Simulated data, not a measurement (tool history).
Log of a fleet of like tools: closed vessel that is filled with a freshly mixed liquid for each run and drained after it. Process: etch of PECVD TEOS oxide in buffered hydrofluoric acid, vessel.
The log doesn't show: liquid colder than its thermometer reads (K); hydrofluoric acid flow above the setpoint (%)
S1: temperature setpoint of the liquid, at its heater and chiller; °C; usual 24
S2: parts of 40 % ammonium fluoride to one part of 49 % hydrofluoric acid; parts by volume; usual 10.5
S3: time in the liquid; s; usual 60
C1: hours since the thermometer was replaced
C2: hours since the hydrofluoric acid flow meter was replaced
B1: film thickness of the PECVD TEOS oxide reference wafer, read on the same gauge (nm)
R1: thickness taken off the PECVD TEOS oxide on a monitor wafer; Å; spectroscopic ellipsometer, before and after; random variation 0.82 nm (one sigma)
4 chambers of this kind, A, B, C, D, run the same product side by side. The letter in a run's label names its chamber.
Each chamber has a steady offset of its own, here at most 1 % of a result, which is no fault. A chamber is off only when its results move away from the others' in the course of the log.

run   hour  S1    S2  S3      C1      C2      B1       R1
 1B    9.1  24  10.5  60  1479.6   336.6  30.002  1031.80
 2C   15.4  24  10.5  60   182.8  1219.0  30.023  1020.60
 3A   20.1  24  10.5  60  1062.4   459.0  30.003  1036.30
 4D   27.8  24  10.5  60   718.4   627.0  29.971  1049.90
 5B   32.9  24  10.5  60  1503.4   360.4  30.009  1010.00
 6D   43.2  24  10.5  60   733.8   642.4  29.980  1044.10
 7C   51.8  24  10.5  60   219.2  1255.4  30.030  1026.30
 8A   60.5  24  10.5  60  1102.8   499.4  29.983  1045.00
 9B   70.4  24  10.5  60  1540.9   397.9  30.010  1023.70
10C   77.5  24  10.5  60   244.9  1281.1  29.998  1031.80
11D   87.8  24  10.5  60   778.4   687.0  29.993  1061.40
12A   94.7  24  10.5  60  1137.0   533.6  29.978  1032.20
13B  100.4  24  10.5  60  1570.9   427.9  30.009  1043.40
14C  110.1  24  13.0  30   277.5  1313.7  29.975   421.22
15D  115.6  24  13.0  30   806.2   714.8  30.005   418.69
16A  120.5  24  13.0  30  1162.8   559.4  29.996   421.30
17A  127.9  24  13.0  30  1170.2   566.8  29.987   418.97
     132.0  -- chamber B: hydrofluoric acid flow meter replaced
18D  136.2  24  10.5  60   826.8   735.4  29.962  1047.80
19C  145.2  24  10.5  60   312.6  1348.8  30.001  1028.40
20B  154.5  24  10.5  60  1625.0    22.5  29.962  1024.50
21A  163.1  24  10.5  60  1205.4   602.0  30.016  1044.50
22D  169.1  24  10.5  60   859.7   768.3  29.980  1039.10
23C  178.6  24  10.5  60   346.0  1382.2  30.002  1033.60
24B  189.4  24  10.5  60  1659.9    57.4  30.033  1031.30
25A  194.2  24  10.5  60  1236.5   633.1  29.958  1035.40
     201.5  -- chamber B: thermometer replaced
26B  202.6  24  10.5  60     1.1    70.6  30.039  1037.40
27D  211.1  24  10.5  60   901.7   810.3  30.002  1030.60
28C  221.4  24   8.5  60   388.8  1425.0  30.016  1221.30
29D  228.5  24   8.5  60   919.1   827.7  30.011  1251.30
30B  235.8  24   8.5  60    34.3   103.8  29.989  1247.10
31A  241.4  24   8.5  60  1283.7   680.3  30.032  1210.60
32C  250.7  26  10.5  60   418.1  1454.3  30.020  1148.10
33B  259.1  26  10.5  60    57.6   127.1  29.969  1161.10
34C  264.7  26  10.5  60   432.1  1468.3  30.007  1147.70
35A  273.8  26  10.5  60  1316.1   712.7  30.018  1165.20
36D  283.6  24  10.5  60   974.2   882.8  30.002  1043.50
37B  290.2  24  10.5  60    88.7   158.2  29.982  1029.90
38C  296.2  24  10.5  60   463.6  1499.8  29.974  1033.60
39D  304.5  24  10.5  60   995.1   903.7  29.963  1030.00
40A  311.2  24  10.5  60  1353.5   750.1  30.004  1028.60

What goes on in this fleet: one chamber off, a drifting gauge, or nothing beyond the chambers' own small offsets? Name the chamber and the cause, if any.

No chamber stands off beyond its own small offset, and the gauge holds steady.
